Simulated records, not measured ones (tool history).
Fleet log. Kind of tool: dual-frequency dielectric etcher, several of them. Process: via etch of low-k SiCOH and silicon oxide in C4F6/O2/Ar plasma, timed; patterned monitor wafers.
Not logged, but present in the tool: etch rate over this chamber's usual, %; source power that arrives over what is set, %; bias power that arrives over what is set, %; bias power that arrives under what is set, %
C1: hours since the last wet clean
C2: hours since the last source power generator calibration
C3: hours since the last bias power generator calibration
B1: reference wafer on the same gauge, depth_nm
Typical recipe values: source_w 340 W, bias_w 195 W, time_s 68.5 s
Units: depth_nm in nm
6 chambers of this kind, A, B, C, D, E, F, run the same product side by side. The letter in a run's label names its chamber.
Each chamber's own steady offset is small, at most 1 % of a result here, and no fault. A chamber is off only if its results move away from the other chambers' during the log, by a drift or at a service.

Run 1A, day 0.358: usual settings; C1 338.7; C2 56.9; C3 1259.2; B1 208.08. Result: depth_nm 184.62 nm.
Run 2B, day 0.642: usual settings; C1 273.1; C2 1420.3; C3 3824.7; B1 208.06. Result: depth_nm 184.60 nm.
Run 3D, day 0.967: usual settings; C1 189.2; C2 4346.4; C3 1413.0; B1 208.00. Result: depth_nm 183.93 nm.
Run 4C, day 1.300: usual settings; C1 481.5; C2 1902.8; C3 2454.1; B1 208.09. Result: depth_nm 184.53 nm.
Run 5F, day 1.712: usual settings; C1 109.1; C2 3857.1; C3 2430.2; B1 208.19. Result: depth_nm 185.51 nm.
Run 6E, day 2.042: usual settings; C1 536.1; C2 4424.4; C3 2980.3; B1 208.20. Result: depth_nm 185.92 nm.
Run 7C, day 2.346: usual settings; C1 506.6; C2 1927.9; C3 2479.2; B1 208.21. Result: depth_nm 184.76 nm.
At day 2.383: chamber C: wet clean of the chamber.
Run 8F, day 2.667: usual settings; C1 132.0; C2 3880.0; C3 2453.1; B1 208.22. Result: depth_nm 185.72 nm.
At day 2.912: chamber E: wet clean of the chamber.
Run 9A, day 3.083: usual settings; C1 404.1; C2 122.3; C3 1324.6; B1 208.32. Result: depth_nm 184.12 nm.
Run 10E, day 3.433: usual settings; C1 12.6; C2 4457.8; C3 3013.7; B1 208.25. Result: depth_nm 185.92 nm.
Run 11D, day 3.725: usual settings; C1 255.4; C2 4412.6; C3 1479.2; B1 208.35. Result: depth_nm 184.64 nm.
Run 12B, day 4.125: usual settings but source_w 310 W, bias_w 243 W; C1 356.7; C2 1503.9; C3 3908.3; B1 208.37. Result: depth_nm 191.74 nm.
Run 13E, day 4.575: usual settings but source_w 310 W, bias_w 243 W; C1 40.0; C2 4485.2; C3 3041.1; B1 208.43. Result: depth_nm 193.19 nm.
Run 14C, day 4.908: usual settings but source_w 310 W, bias_w 243 W; C1 60.6; C2 1989.4; C3 2540.7; B1 208.46. Result: depth_nm 192.09 nm.
Run 15F, day 5.325: usual settings but source_w 310 W, bias_w 243 W; C1 195.8; C2 3943.8; C3 2516.9; B1 208.50. Result: depth_nm 193.64 nm.
Run 16B, day 5.562: usual settings but source_w 310 W, bias_w 243 W; C1 391.2; C2 1538.4; C3 3942.8; B1 208.51. Result: depth_nm 191.99 nm.
Run 17A, day 6.008: usual settings but source_w 310 W, bias_w 243 W; C1 474.3; C2 192.5; C3 1394.8; B1 208.49. Result: depth_nm 191.69 nm.
Run 18D, day 6.379: usual settings; C1 319.1; C2 4476.3; C3 1542.9; B1 208.55. Result: depth_nm 184.66 nm.
At day 6.675: chamber D: source power generator calibrated.
Run 19A, day 6.683: usual settings; C1 490.5; C2 208.7; C3 1411.0; B1 208.62. Result: depth_nm 184.75 nm.
Run 20B, day 6.971: usual settings; C1 425.0; C2 1572.2; C3 3976.6; B1 208.63. Result: depth_nm 184.99 nm.
Run 21F, day 7.238: usual settings but source_w 370 W, time_s 86.5 s; C1 241.7; C2 3989.7; C3 2562.8; B1 208.58. Result: depth_nm 242.49 nm.
Run 22D, day 7.450: usual settings but source_w 370 W, time_s 86.5 s; C1 344.8; C2 18.7; C3 1568.6; B1 208.65. Result: depth_nm 240.58 nm.
Run 23C, day 7.758: usual settings but source_w 370 W, time_s 86.5 s; C1 129.0; C2 2057.8; C3 2609.1; B1 208.66. Result: depth_nm 241.03 nm.
Run 24E, day 8.021: usual settings but source_w 370 W, time_s 86.5 s; C1 122.7; C2 4567.9; C3 3123.8; B1 208.69. Result: depth_nm 242.51 nm.
At day 8.304: chamber A: wet clean of the chamber.
Run 25D, day 8.471: usual settings but source_w 370 W, time_s 86.5 s; C1 369.3; C2 43.2; C3 1593.1; B1 208.77. Result: depth_nm 240.90 nm.
Run 26F, day 8.854: usual settings but source_w 370 W, time_s 86.5 s; C1 280.5; C2 4028.5; C3 2601.6; B1 208.81. Result: depth_nm 243.53 nm.
Run 27C, day 9.146: usual settings; C1 162.3; C2 2091.1; C3 2642.4; B1 208.78. Result: depth_nm 184.75 nm.
Run 28E, day 9.429: usual settings; C1 156.5; C2 4601.7; C3 3157.6; B1 208.85. Result: depth_nm 185.90 nm.
Run 29A, day 9.779: usual settings; C1 35.5; C2 283.0; C3 1485.3; B1 208.91. Result: depth_nm 185.12 nm.
Run 30B, day 10.071: usual settings but time_s 78.0 s; C1 499.4; C2 1646.6; C3 4051.0; B1 208.86. Result: depth_nm 210.57 nm.
Run 31A, day 10.317: usual settings but time_s 78.0 s; C1 48.4; C2 295.9; C3 1498.2; B1 208.93. Result: depth_nm 210.57 nm.
At day 10.562: chamber B: wet clean of the chamber.
Run 32E, day 10.612: usual settings but time_s 78.0 s; C1 184.9; C2 4630.1; C3 3186.0; B1 208.94. Result: depth_nm 212.17 nm.
Run 33F, day 10.817: usual settings but time_s 78.0 s; C1 327.6; C2 4075.6; C3 2648.7; B1 208.91. Result: depth_nm 212.56 nm.
Run 34C, day 11.067: usual settings but time_s 78.0 s; C1 208.4; C2 2137.2; C3 2688.5; B1 208.92. Result: depth_nm 211.07 nm.
Run 35B, day 11.408: usual settings but time_s 78.0 s; C1 20.4; C2 1678.7; C3 4083.1; B1 209.04. Result: depth_nm 211.08 nm.
Run 36D, day 11.792: usual settings; C1 449.0; C2 122.9; C3 1672.8; B1 209.09. Result: depth_nm 185.15 nm.
Run 37B, day 12.100: usual settings but source_w 310 W; C1 37.0; C2 1695.3; C3 4099.7; B1 209.06. Result: depth_nm 179.12 nm.
Run 38F, day 12.396: usual settings but source_w 310 W; C1 365.5; C2 4113.5; C3 2686.6; B1 209.09. Result: depth_nm 179.92 nm.

All chambers now run identical settings, listed one chamber a line with results as question marks. What results will each chamber show?
Run 39A, day 12.725: usual settings but time_s 51.0 s. Result: depth_nm ?.
Run 39B, day 12.725: usual settings but time_s 51.0 s. Result: depth_nm ?.
Run 39C, day 12.725: usual settings but time_s 51.0 s. Result: depth_nm ?.
Run 39D, day 12.725: usual settings but time_s 51.0 s. Result: depth_nm ?.
Run 39E, day 12.725: usual settings but time_s 51.0 s. Result: depth_nm ?.
Run 39F, day 12.725: usual settings but time_s 51.0 s. Result: depth_nm ?.

run  depth_nm
39A    137.82
39B    137.95
39C    138.05
39D    137.61
39E    138.86
39F    138.74
